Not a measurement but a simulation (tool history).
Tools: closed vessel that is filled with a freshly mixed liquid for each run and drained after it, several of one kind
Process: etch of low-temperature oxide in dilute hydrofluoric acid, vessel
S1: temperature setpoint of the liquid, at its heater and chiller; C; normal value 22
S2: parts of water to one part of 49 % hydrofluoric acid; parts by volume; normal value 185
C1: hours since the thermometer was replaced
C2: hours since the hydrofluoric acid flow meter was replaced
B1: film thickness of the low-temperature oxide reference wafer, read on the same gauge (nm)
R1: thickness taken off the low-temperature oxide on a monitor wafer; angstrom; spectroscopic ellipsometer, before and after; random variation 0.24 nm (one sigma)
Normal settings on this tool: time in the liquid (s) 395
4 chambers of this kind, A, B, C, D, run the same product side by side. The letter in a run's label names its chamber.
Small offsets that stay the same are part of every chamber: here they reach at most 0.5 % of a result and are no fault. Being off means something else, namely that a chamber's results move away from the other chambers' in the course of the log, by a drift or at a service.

Run 1B, hour 10.7: usual settings; C1 2037; C2 1604.5; B1 130.01. Result: R1 370.48 angstrom.
Run 2D, hour 21.9: usual settings; C1 110; C2 427.9; B1 130.02. Result: R1 377.17 angstrom.
Run 3C, hour 32.4: usual settings; C1 484; C2 149.7; B1 129.98. Result: R1 374.57 angstrom.
Run 4A, hour 40.3: usual settings; C1 720; C2 224.7; B1 130. Result: R1 372.84 angstrom.
Run 5B, hour 48.7: usual settings; C1 2075; C2 1642.5; B1 130. Result: R1 373.73 angstrom.
Run 6A, hour 55: usual settings; C1 734.7; C2 239.4; B1 130.03. Result: R1 372.51 angstrom.
Run 7D, hour 61.4: usual settings; C1 149.5; C2 467.4; B1 129.99. Result: R1 377.87 angstrom.
Run 8C, hour 67.7: usual settings; C1 519.3; C2 185; B1 130. Result: R1 372.75 angstrom.
Run 9A, hour 74: usual settings; C1 753.7; C2 258.4; B1 130. Result: R1 372.05 angstrom.
Run 10C, hour 85.4: usual settings but S1 25 C, S2 110 parts by volume; C1 537; C2 202.7; B1 130.02. Result: R1 763.57 angstrom.
Run 11B, hour 92.3: usual settings but S1 25 C, S2 110 parts by volume; C1 2118.6; C2 1686.1; B1 129.98. Result: R1 764.87 angstrom.
Run 12D, hour 99.8: usual settings but S1 25 C, S2 110 parts by volume; C1 187.9; C2 505.8; B1 130. Result: R1 770.59 angstrom.
Run 13D, hour 108.4: usual settings but S1 25 C, S2 110 parts by volume; C1 196.5; C2 514.4; B1 130.02. Result: R1 776.54 angstrom.
Run 14B, hour 114.8: usual settings; C1 2141.1; C2 1708.6; B1 130.02. Result: R1 375.74 angstrom.
Run 15A, hour 122.4: usual settings; C1 802.1; C2 306.8; B1 130. Result: R1 376.14 angstrom.
Run 16C, hour 129.3: usual settings; C1 580.9; C2 246.6; B1 129.99. Result: R1 375.51 angstrom.
Run 17D, hour 139.9: usual settings; C1 228; C2 545.9; B1 129.98. Result: R1 375.34 angstrom.
Run 18C, hour 147.6: usual settings; C1 599.2; C2 264.9; B1 130.01. Result: R1 368.94 angstrom.
Run 19B, hour 154.6: usual settings; C1 2180.9; C2 1748.4; B1 130. Result: R1 373.31 angstrom.
Run 20A, hour 166.1: usual settings; C1 845.8; C2 350.5; B1 130.01. Result: R1 377.96 angstrom.
Run 21A, hour 176.3: usual settings; C1 856; C2 360.7; B1 130. Result: R1 373.49 angstrom.
Run 22D, hour 188: usual settings; C1 276.1; C2 594; B1 130. Result: R1 372.32 angstrom.
Run 23C, hour 194.9: usual settings; C1 646.5; C2 312.2; B1 130.01. Result: R1 374.19 angstrom.
Run 24B, hour 206: usual settings; C1 2232.3; C2 1799.8; B1 129.99. Result: R1 373.34 angstrom.
Run 25B, hour 217.7: usual settings; C1 2244; C2 1811.5; B1 130.01. Result: R1 374.28 angstrom.
At hour 228.2: chamber D: hydrofluoric acid flow meter replaced.
Run 26A, hour 229.4: usual settings; C1 909.1; C2 413.8; B1 129.99. Result: R1 386.78 angstrom.
Run 27C, hour 235.1: usual settings; C1 686.7; C2 352.4; B1 130. Result: R1 372.69 angstrom.
Run 28D, hour 240.8: usual settings; C1 328.9; C2 12.6; B1 130. Result: R1 371 angstrom.
Run 29D, hour 247.1: usual settings but S1 25 C, time in the liquid (s) 250; C1 335.2; C2 18.9; B1 130.01. Result: R1 262.8 angstrom.
Run 30B, hour 254.1: usual settings but S1 25 C, time in the liquid (s) 250; C1 2280.4; C2 1847.9; B1 129.99. Result: R1 265.44 angstrom.
Run 31A, hour 265.1: usual settings but S1 25 C, time in the liquid (s) 250; C1 944.8; C2 449.5; B1 130. Result: R1 271.13 angstrom.
Run 32C, hour 270.7: usual settings but S1 25 C, time in the liquid (s) 250; C1 722.3; C2 388; B1 129.97. Result: R1 265.36 angstrom.
Run 33B, hour 276: usual settings; C1 2302.3; C2 1869.8; B1 129.99. Result: R1 375.34 angstrom.
Run 34D, hour 281.8: usual settings; C1 369.9; C2 53.6; B1 129.98. Result: R1 375 angstrom.
Run 35A, hour 287.8: usual settings; C1 967.5; C2 472.2; B1 130. Result: R1 389 angstrom.
Run 36C, hour 298: usual settings; C1 749.6; C2 415.3; B1 130.03. Result: R1 378.77 angstrom.
Run 37B, hour 308.1: usual settings; C1 2334.4; C2 1901.9; B1 129.99. Result: R1 373.63 angstrom.
Run 38C, hour 316.5: usual settings; C1 768.1; C2 433.8; B1 130.01. Result: R1 376.44 angstrom.
Run 39A, hour 326.7: usual settings but S1 24.5 C; C1 1006.4; C2 511.1; B1 129.99. Result: R1 428.92 angstrom.
Run 40D, hour 335.1: usual settings but S1 24.5 C; C1 423.2; C2 106.9; B1 130.01. Result: R1 410.94 angstrom.
Run 41D, hour 343.5: usual settings but S1 24.5 C; C1 431.6; C2 115.3; B1 130.01. Result: R1 408.76 angstrom.
Run 42A, hour 352.6: usual settings but S1 24.5 C; C1 1032.3; C2 537; B1 129.99. Result: R1 433.84 angstrom.
Run 43B, hour 359: usual settings; C1 2385.3; C2 1952.8; B1 129.98. Result: R1 375.14 angstrom.

The same settings go to every chamber for the next run, one line per chamber below. Forecast the results for each:
Run 44A, hour 367.4: usual settings. Result: R1 ?.
Run 44B, hour 367.4: usual settings. Result: R1 ?.
Run 44C, hour 367.4: usual settings. Result: R1 ?.
Run 44D, hour 367.4: usual settings. Result: R1 ?.

run      R1
44A  392.29
44B  375.71
44C  375.34
44D  372.65
